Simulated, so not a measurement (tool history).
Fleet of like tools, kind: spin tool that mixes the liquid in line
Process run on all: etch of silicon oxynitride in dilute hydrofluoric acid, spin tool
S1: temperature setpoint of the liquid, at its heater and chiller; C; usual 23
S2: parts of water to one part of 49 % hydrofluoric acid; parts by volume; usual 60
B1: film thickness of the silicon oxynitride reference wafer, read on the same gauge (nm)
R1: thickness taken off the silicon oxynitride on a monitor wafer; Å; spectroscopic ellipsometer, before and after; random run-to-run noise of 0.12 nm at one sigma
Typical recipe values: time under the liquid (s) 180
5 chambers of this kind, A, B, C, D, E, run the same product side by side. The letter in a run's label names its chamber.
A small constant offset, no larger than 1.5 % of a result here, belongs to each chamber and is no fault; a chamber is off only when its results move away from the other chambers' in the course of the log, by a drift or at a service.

{"run": "1C", "hour": 3.6, "S1": 23, "S2": 60, "time under the liquid (s)": 180, "B1": 70.017, "R1": 140.39}
{"run": "2B", "hour": 10.2, "S1": 23, "S2": 60, "time under the liquid (s)": 180, "B1": 70.033, "R1": 138.37}
{"run": "3E", "hour": 17.6, "S1": 23, "S2": 60, "time under the liquid (s)": 180, "B1": 70.031, "R1": 139.11}
{"run": "4A", "hour": 20.8, "S1": 23, "S2": 60, "time under the liquid (s)": 180, "B1": 69.993, "R1": 139.42}
{"run": "5D", "hour": 24.9, "S1": 23, "S2": 60, "time under the liquid (s)": 180, "B1": 70.037, "R1": 137.45}
{"run": "6D", "hour": 32.3, "S1": 23, "S2": 60, "time under the liquid (s)": 180, "B1": 69.978, "R1": 139.45}
{"run": "7C", "hour": 36.5, "S1": 23, "S2": 60, "time under the liquid (s)": 180, "B1": 69.995, "R1": 140.98}
{"run": "8E", "hour": 41.4, "S1": 23, "S2": 60, "time under the liquid (s)": 180, "B1": 69.984, "R1": 139.98}
{"run": "9A", "hour": 48.6, "S1": 27.5, "S2": 35, "time under the liquid (s)": 180, "B1": 70.016, "R1": 303.82}
{"run": "10B", "hour": 55.5, "S1": 27.5, "S2": 35, "time under the liquid (s)": 180, "B1": 69.993, "R1": 300.81}
{"run": "11C", "hour": 58.7, "S1": 27.5, "S2": 35, "time under the liquid (s)": 180, "B1": 69.998, "R1": 309.46}
{"run": "12D", "hour": 63.4, "S1": 27.5, "S2": 35, "time under the liquid (s)": 180, "B1": 70, "R1": 306.74}
{"run": "13B", "hour": 69.0, "S1": 27.5, "S2": 35, "time under the liquid (s)": 180, "B1": 70.007, "R1": 299.67}
{"run": "14E", "hour": 74.2, "S1": 23, "S2": 60, "time under the liquid (s)": 180, "B1": 70.008, "R1": 139.52}
{"run": "15A", "hour": 77.9, "S1": 23, "S2": 60, "time under the liquid (s)": 180, "B1": 69.994, "R1": 141.14}
{"hour": 81.3, "done": "chamber E: hydrofluoric acid flow meter replaced"}
{"run": "16A", "hour": 82.2, "S1": 23, "S2": 60, "time under the liquid (s)": 240, "B1": 69.985, "R1": 187.74}
{"run": "17B", "hour": 86.2, "S1": 23, "S2": 60, "time under the liquid (s)": 240, "B1": 69.979, "R1": 187.96}
{"run": "18D", "hour": 92.1, "S1": 23, "S2": 60, "time under the liquid (s)": 240, "B1": 70.004, "R1": 185.79}
{"run": "19C", "hour": 96.2, "S1": 23, "S2": 60, "time under the liquid (s)": 240, "B1": 70.026, "R1": 187.9}
{"run": "20E", "hour": 100.2, "S1": 23, "S2": 60, "time under the liquid (s)": 240, "B1": 69.993, "R1": 185.83}
{"hour": 105.5, "done": "chamber B: hydrofluoric acid flow meter replaced"}
{"run": "21C", "hour": 106.4, "S1": 23, "S2": 60, "time under the liquid (s)": 180, "B1": 70.004, "R1": 141.25}
{"run": "22D", "hour": 110.2, "S1": 23, "S2": 60, "time under the liquid (s)": 180, "B1": 69.976, "R1": 141.57}
{"run": "23B", "hour": 117.1, "S1": 23, "S2": 60, "time under the liquid (s)": 180, "B1": 69.981, "R1": 146.29}
{"run": "24A", "hour": 124.2, "S1": 23, "S2": 60, "time under the liquid (s)": 180, "B1": 69.975, "R1": 140.83}
{"run": "25E", "hour": 128.4, "S1": 23, "S2": 60, "time under the liquid (s)": 180, "B1": 70.004, "R1": 140.15}
{"run": "26A", "hour": 134.0, "S1": 23, "S2": 60, "time under the liquid (s)": 180, "B1": 70.039, "R1": 140.98}
{"run": "27D", "hour": 137.8, "S1": 23, "S2": 60, "time under the liquid (s)": 180, "B1": 70.003, "R1": 139.88}
{"run": "28C", "hour": 144.0, "S1": 19.5, "S2": 75, "time under the liquid (s)": 180, "B1": 69.978, "R1": 94.187}
{"run": "29E", "hour": 150.2, "S1": 19.5, "S2": 75, "time under the liquid (s)": 180, "B1": 69.982, "R1": 92.309}
{"run": "30B", "hour": 157.5, "S1": 19.5, "S2": 75, "time under the liquid (s)": 180, "B1": 70.008, "R1": 100.24}
{"run": "31C", "hour": 161.4, "S1": 19.5, "S2": 75, "time under the liquid (s)": 180, "B1": 70.039, "R1": 93.249}
{"run": "32D", "hour": 165.5, "S1": 19.5, "S2": 75, "time under the liquid (s)": 180, "B1": 70.002, "R1": 93.28}

Next, every chamber runs the same settings. What will each give?
{"run": "33A", "hour": 170.9, "S1": 23, "S2": 60, "time under the liquid (s)": 180, "R1": "?"}
{"run": "33B", "hour": 170.9, "S1": 23, "S2": 60, "time under the liquid (s)": 180, "R1": "?"}
{"run": "33C", "hour": 170.9, "S1": 23, "S2": 60, "time under the liquid (s)": 180, "R1": "?"}
{"run": "33D", "hour": 170.9, "S1": 23, "S2": 60, "time under the liquid (s)": 180, "R1": "?"}
{"run": "33E", "hour": 170.9, "S1": 23, "S2": 60, "time under the liquid (s)": 180, "R1": "?"}

run=33A R1=137.33
run=33B R1=151.83
run=33C R1=142.69
run=33D R1=136.56
run=33E R1=137.6

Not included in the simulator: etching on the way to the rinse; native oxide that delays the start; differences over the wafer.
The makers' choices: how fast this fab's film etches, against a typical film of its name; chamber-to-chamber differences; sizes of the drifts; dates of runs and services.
